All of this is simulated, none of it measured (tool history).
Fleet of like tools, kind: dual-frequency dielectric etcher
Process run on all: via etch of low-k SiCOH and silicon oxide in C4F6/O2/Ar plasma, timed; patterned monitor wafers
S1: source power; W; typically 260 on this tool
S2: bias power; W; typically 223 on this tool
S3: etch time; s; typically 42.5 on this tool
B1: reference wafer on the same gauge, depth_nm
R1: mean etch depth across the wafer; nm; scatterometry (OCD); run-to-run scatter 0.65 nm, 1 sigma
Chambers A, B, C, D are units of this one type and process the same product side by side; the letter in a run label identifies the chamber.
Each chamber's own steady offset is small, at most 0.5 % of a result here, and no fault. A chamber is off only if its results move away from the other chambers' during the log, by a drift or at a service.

run	hour	S1	S2	S3	B1	R1
1A	8.6	260	223	42.5	91.978	100.55
2B	16.4	260	223	42.5	91.901	101.41
3D	22.2	260	223	42.5	91.92	101.07
4C	30.6	260	223	42.5	92.054	100.18
5B	36.8	260	223	42.5	91.829	99.847
6C	44.4	260	223	42.5	91.91	101.25
7D	53	260	223	42.5	91.971	100.45
8A	57.8	260	223	42.5	92.078	100.87
# hour 64: chamber A: wet clean of the chamber
9D	64.3	260	202	54	91.96	122.69
10B	72	260	202	54	92.023	123.67
11A	78.3	260	202	54	91.894	123.17
12C	85.6	260	202	54	92.074	124.25
13B	90.1	260	223	42.5	92	100.58
14C	97.4	260	247	42.5	92.004	104.48
15D	105.1	260	247	42.5	91.982	103.95
16A	111	260	247	42.5	91.879	103.55
17D	118.1	260	247	42.5	92.101	105.6
18B	126.5	260	223	42.5	92.04	101.48
19C	133.7	260	223	42.5	91.965	100.26
20A	139	260	223	42.5	92.085	101.16
21C	144.4	260	223	42.5	92.056	100.76
22B	153	260	223	42.5	92.064	101.06
23A	157	260	223	42.5	91.917	101.23
24D	163.4	260	223	42.5	91.913	100.87
25C	167.4	260	223	42.5	92.101	100.59
26A	171.9	260	223	42.5	91.989	100.06
27B	176.9	260	223	42.5	91.969	100.78
28D	185	260	223	42.5	91.971	100.91
29A	192.6	260	223	42.5	91.986	100.62
30D	196.8	260	244	51.5	91.979	126.2
31C	204.4	260	244	51.5	91.964	126.5
32B	208.5	260	244	51.5	92.005	126.14

Predict what each chamber gives when all 4 of them run the settings below next.
33A	215	260	223	42.5		?
33B	215	260	223	42.5		?
33C	215	260	223	42.5		?
33D	215	260	223	42.5		?

run	R1
33A	100.64
33B	99.138
33C	100.82
33D	100.46
